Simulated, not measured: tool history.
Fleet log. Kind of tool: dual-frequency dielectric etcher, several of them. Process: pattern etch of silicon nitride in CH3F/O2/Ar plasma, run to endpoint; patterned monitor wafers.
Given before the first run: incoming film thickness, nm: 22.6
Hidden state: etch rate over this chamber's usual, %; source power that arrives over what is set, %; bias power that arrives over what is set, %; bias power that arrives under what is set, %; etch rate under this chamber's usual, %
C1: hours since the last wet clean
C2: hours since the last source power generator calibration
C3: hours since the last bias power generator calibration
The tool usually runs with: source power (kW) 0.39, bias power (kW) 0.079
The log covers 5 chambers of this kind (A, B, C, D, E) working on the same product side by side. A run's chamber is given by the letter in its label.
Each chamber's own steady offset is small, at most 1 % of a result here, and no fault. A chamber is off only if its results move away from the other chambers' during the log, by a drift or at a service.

{"run": "1B", "day": 0.279, "source power (kW)": 0.39, "bias power (kW)": 0.079, "C1": 516.3, "C2": 692.8, "C3": 2332.4, "endpoint time (s)": 31.925}
{"run": "2C", "day": 0.592, "source power (kW)": 0.39, "bias power (kW)": 0.079, "C1": 20.4, "C2": 1487.2, "C3": 763.2, "endpoint time (s)": 32.283}
{"day": 0.704, "done": "chamber B: wet clean of the chamber"}
{"run": "3E", "day": 0.917, "source power (kW)": 0.39, "bias power (kW)": 0.079, "C1": 119.9, "C2": 567.5, "C3": 712.6, "endpoint time (s)": 31.963}
{"run": "4A", "day": 1.129, "source power (kW)": 0.39, "bias power (kW)": 0.079, "C1": 235.6, "C2": 1580.6, "C3": 1937.9, "endpoint time (s)": 31.831}
{"run": "5D", "day": 1.342, "source power (kW)": 0.39, "bias power (kW)": 0.079, "C1": 502.1, "C2": 5336.4, "C3": 2048.4, "endpoint time (s)": 31.853}
{"run": "6E", "day": 1.629, "source power (kW)": 0.39, "bias power (kW)": 0.079, "C1": 137, "C2": 584.6, "C3": 729.7, "endpoint time (s)": 31.98}
{"run": "7D", "day": 1.908, "source power (kW)": 0.39, "bias power (kW)": 0.079, "C1": 515.7, "C2": 5350, "C3": 2062, "endpoint time (s)": 32.2}
{"run": "8C", "day": 2.154, "source power (kW)": 0.39, "bias power (kW)": 0.079, "C1": 57.9, "C2": 1524.7, "C3": 800.7, "endpoint time (s)": 32.42}
{"run": "9A", "day": 2.538, "source power (kW)": 0.39, "bias power (kW)": 0.068, "C1": 269.4, "C2": 1614.4, "C3": 1971.7, "endpoint time (s)": 33.558}
{"run": "10B", "day": 2.938, "source power (kW)": 0.39, "bias power (kW)": 0.068, "C1": 53.6, "C2": 756.6, "C3": 2396.2, "endpoint time (s)": 33.659}
{"run": "11D", "day": 3.308, "source power (kW)": 0.39, "bias power (kW)": 0.068, "C1": 549.3, "C2": 5383.6, "C3": 2095.6, "endpoint time (s)": 33.785}
{"run": "12B", "day": 3.667, "source power (kW)": 0.39, "bias power (kW)": 0.068, "C1": 71.1, "C2": 774.1, "C3": 2413.7, "endpoint time (s)": 33.597}
{"run": "13C", "day": 4.096, "source power (kW)": 0.39, "bias power (kW)": 0.068, "C1": 104.5, "C2": 1571.3, "C3": 847.3, "endpoint time (s)": 33.643}
{"run": "14A", "day": 4.462, "source power (kW)": 0.39, "bias power (kW)": 0.079, "C1": 315.6, "C2": 1660.6, "C3": 2017.9, "endpoint time (s)": 31.885}
{"run": "15E", "day": 4.729, "source power (kW)": 0.39, "bias power (kW)": 0.079, "C1": 211.4, "C2": 659, "C3": 804.1, "endpoint time (s)": 32.213}
{"run": "16C", "day": 5.154, "source power (kW)": 0.45, "bias power (kW)": 0.088, "C1": 129.9, "C2": 1596.7, "C3": 872.7, "endpoint time (s)": 29.608}
{"run": "17A", "day": 5.579, "source power (kW)": 0.45, "bias power (kW)": 0.088, "C1": 342.4, "C2": 1687.4, "C3": 2044.7, "endpoint time (s)": 29.013}
{"day": 5.612, "done": "chamber D: source power generator calibrated"}
{"run": "18B", "day": 5.8, "source power (kW)": 0.45, "bias power (kW)": 0.088, "C1": 122.3, "C2": 825.3, "C3": 2464.9, "endpoint time (s)": 29.429}
{"run": "19E", "day": 6.012, "source power (kW)": 0.45, "bias power (kW)": 0.088, "C1": 242.2, "C2": 689.8, "C3": 834.9, "endpoint time (s)": 29.259}
{"run": "20D", "day": 6.304, "source power (kW)": 0.45, "bias power (kW)": 0.088, "C1": 621.2, "C2": 16.7, "C3": 2167.5, "endpoint time (s)": 29.111}
{"run": "21E", "day": 6.658, "source power (kW)": 0.39, "bias power (kW)": 0.079, "C1": 257.7, "C2": 705.3, "C3": 850.4, "endpoint time (s)": 31.88}
{"run": "22B", "day": 6.925, "source power (kW)": 0.39, "bias power (kW)": 0.079, "C1": 149.3, "C2": 852.3, "C3": 2491.9, "endpoint time (s)": 31.973}
{"run": "23D", "day": 7.321, "source power (kW)": 0.39, "bias power (kW)": 0.079, "C1": 645.6, "C2": 41.1, "C3": 2191.9, "endpoint time (s)": 32.096}
{"run": "24C", "day": 7.658, "source power (kW)": 0.39, "bias power (kW)": 0.079, "C1": 190, "C2": 1656.8, "C3": 932.8, "endpoint time (s)": 32.349}
{"run": "25A", "day": 7.921, "source power (kW)": 0.44, "bias power (kW)": 0.079, "C1": 398.6, "C2": 1743.6, "C3": 2100.9, "endpoint time (s)": 30.591}
{"run": "26D", "day": 8.212, "source power (kW)": 0.44, "bias power (kW)": 0.079, "C1": 667, "C2": 62.5, "C3": 2213.3, "endpoint time (s)": 30.5}
{"run": "27C", "day": 8.433, "source power (kW)": 0.44, "bias power (kW)": 0.079, "C1": 208.6, "C2": 1675.4, "C3": 951.4, "endpoint time (s)": 30.89}
{"run": "28E", "day": 8.671, "source power (kW)": 0.44, "bias power (kW)": 0.079, "C1": 306, "C2": 753.6, "C3": 898.7, "endpoint time (s)": 30.373}
{"run": "29B", "day": 8.867, "source power (kW)": 0.44, "bias power (kW)": 0.079, "C1": 195.9, "C2": 898.9, "C3": 2538.5, "endpoint time (s)": 30.78}
{"run": "30A", "day": 9.075, "source power (kW)": 0.39, "bias power (kW)": 0.079, "C1": 426.3, "C2": 1771.3, "C3": 2128.6, "endpoint time (s)": 31.531}
{"run": "31E", "day": 9.408, "source power (kW)": 0.39, "bias power (kW)": 0.079, "C1": 323.7, "C2": 771.3, "C3": 916.4, "endpoint time (s)": 31.928}
{"day": 9.525, "done": "chamber D: wet clean of the chamber"}
{"run": "32C", "day": 9.633, "source power (kW)": 0.39, "bias power (kW)": 0.089, "C1": 237.4, "C2": 1704.2, "C3": 980.2, "endpoint time (s)": 31.048}
{"run": "33A", "day": 9.9, "source power (kW)": 0.39, "bias power (kW)": 0.089, "C1": 446.1, "C2": 1791.1, "C3": 2148.4, "endpoint time (s)": 30.451}
{"run": "34B", "day": 10.258, "source power (kW)": 0.39, "bias power (kW)": 0.089, "C1": 229.3, "C2": 932.3, "C3": 2571.9, "endpoint time (s)": 30.81}
{"run": "35D", "day": 10.542, "source power (kW)": 0.39, "bias power (kW)": 0.089, "C1": 24.5, "C2": 118.4, "C3": 2269.2, "endpoint time (s)": 30.643}
{"run": "36A", "day": 10.954, "source power (kW)": 0.39, "bias power (kW)": 0.089, "C1": 471.4, "C2": 1816.4, "C3": 2173.7, "endpoint time (s)": 30.548}
{"run": "37E", "day": 11.267, "source power (kW)": 0.39, "bias power (kW)": 0.079, "C1": 368.3, "C2": 815.9, "C3": 961, "endpoint time (s)": 32.135}
{"run": "38B", "day": 11.612, "source power (kW)": 0.39, "bias power (kW)": 0.079, "C1": 261.8, "C2": 964.8, "C3": 2604.4, "endpoint time (s)": 32.447}
{"run": "39D", "day": 12.042, "source power (kW)": 0.39, "bias power (kW)": 0.079, "C1": 60.5, "C2": 154.4, "C3": 2305.2, "endpoint time (s)": 31.797}
{"run": "40C", "day": 12.292, "source power (kW)": 0.39, "bias power (kW)": 0.089, "C1": 301.2, "C2": 1768, "C3": 1044, "endpoint time (s)": 30.915}

Predict what each chamber gives when all 5 of them run the settings below next.
{"run": "41A", "day": 12.604, "source power (kW)": 0.47, "bias power (kW)": 0.079, "endpoint time (s)": "?"}
{"run": "41B", "day": 12.604, "source power (kW)": 0.47, "bias power (kW)": 0.079, "endpoint time (s)": "?"}
{"run": "41C", "day": 12.604, "source power (kW)": 0.47, "bias power (kW)": 0.079, "endpoint time (s)": "?"}
{"run": "41D", "day": 12.604, "source power (kW)": 0.47, "bias power (kW)": 0.079, "endpoint time (s)": "?"}
{"run": "41E", "day": 12.604, "source power (kW)": 0.47, "bias power (kW)": 0.079, "endpoint time (s)": "?"}

run=41A endpoint_time_(s)=29.486
run=41B endpoint_time_(s)=29.955
run=41C endpoint_time_(s)=30.266
run=41D endpoint_time_(s)=29.683
run=41E endpoint_time_(s)=29.72
